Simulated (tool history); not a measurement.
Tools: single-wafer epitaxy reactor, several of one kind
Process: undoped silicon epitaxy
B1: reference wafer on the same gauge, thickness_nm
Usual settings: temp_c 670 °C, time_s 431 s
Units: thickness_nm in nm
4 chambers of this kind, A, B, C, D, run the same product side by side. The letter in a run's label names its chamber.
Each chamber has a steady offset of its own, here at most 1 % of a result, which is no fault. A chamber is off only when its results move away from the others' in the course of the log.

run 1B hour=8.2 | temp_c=670 time_s=431 | B1=117.97 | thickness_nm=110.71
run 2D hour=18.6 | temp_c=670 time_s=431 | B1=118.01 | thickness_nm=110.98
run 3C hour=24.5 | temp_c=670 time_s=431 | B1=117.97 | thickness_nm=111.54
run 4A hour=31.1 | temp_c=670 time_s=431 | B1=118.07 | thickness_nm=110.93
run 5C hour=40.8 | temp_c=670 time_s=431 | B1=118.18 | thickness_nm=110.89
run 6A hour=47.1 | temp_c=670 time_s=431 | B1=118.05 | thickness_nm=110.9
run 7B hour=55.2 | temp_c=670 time_s=431 | B1=118.14 | thickness_nm=109.98
run 8D hour=63.5 | temp_c=670 time_s=431 | B1=117.96 | thickness_nm=110.06
run 9A hour=70.8 | temp_c=670 time_s=431 | B1=117.98 | thickness_nm=110.08
run 10D hour=79.9 | temp_c=656 time_s=486 | B1=117.95 | thickness_nm=92.359
run 11B hour=89.9 | temp_c=656 time_s=486 | B1=118.08 | thickness_nm=92.211
run 12C hour=98.8 | temp_c=656 time_s=486 | B1=117.97 | thickness_nm=92.847
run 13D hour=109.2 | temp_c=656 time_s=486 | B1=118.04 | thickness_nm=93.425
run 14C hour=120.2 | temp_c=670 time_s=348 | B1=117.94 | thickness_nm=88.994
run 15A hour=127.6 | temp_c=670 time_s=348 | B1=117.94 | thickness_nm=89.115
run 16B hour=136.3 | temp_c=670 time_s=348 | B1=118.13 | thickness_nm=88.72
run 17D hour=147 | temp_c=670 time_s=348 | B1=118.03 | thickness_nm=89.112
run 18B hour=156.8 | temp_c=670 time_s=431 | B1=117.93 | thickness_nm=109.26
run 19A hour=166.5 | temp_c=670 time_s=431 | B1=117.99 | thickness_nm=110.92
run 20C hour=172.6 | temp_c=670 time_s=431 | B1=117.95 | thickness_nm=110.06
run 21D hour=180.2 | temp_c=684 time_s=486 | B1=117.96 | thickness_nm=166.61
run 22B hour=186.2 | temp_c=684 time_s=486 | B1=118.02 | thickness_nm=168.25
run 23A hour=197.2 | temp_c=684 time_s=486 | B1=117.93 | thickness_nm=164.8
run 24C hour=205.8 | temp_c=684 time_s=486 | B1=118.08 | thickness_nm=167.78
run 25A hour=211.8 | temp_c=670 time_s=431 | B1=117.95 | thickness_nm=110.64
run 26B hour=222.8 | temp_c=670 time_s=431 | B1=118.1 | thickness_nm=110.12
run 27D hour=230.4 | temp_c=670 time_s=431 | B1=117.95 | thickness_nm=111.52
run 28C hour=241.1 | temp_c=670 time_s=431 | B1=117.86 | thickness_nm=110.68

Is one chamber off against the others, does the gauge drift, or is nothing wrong? If a chamber is off, say which, and what the likeliest cause is.

No chamber stands off beyond its own small offset, and the gauge holds steady.
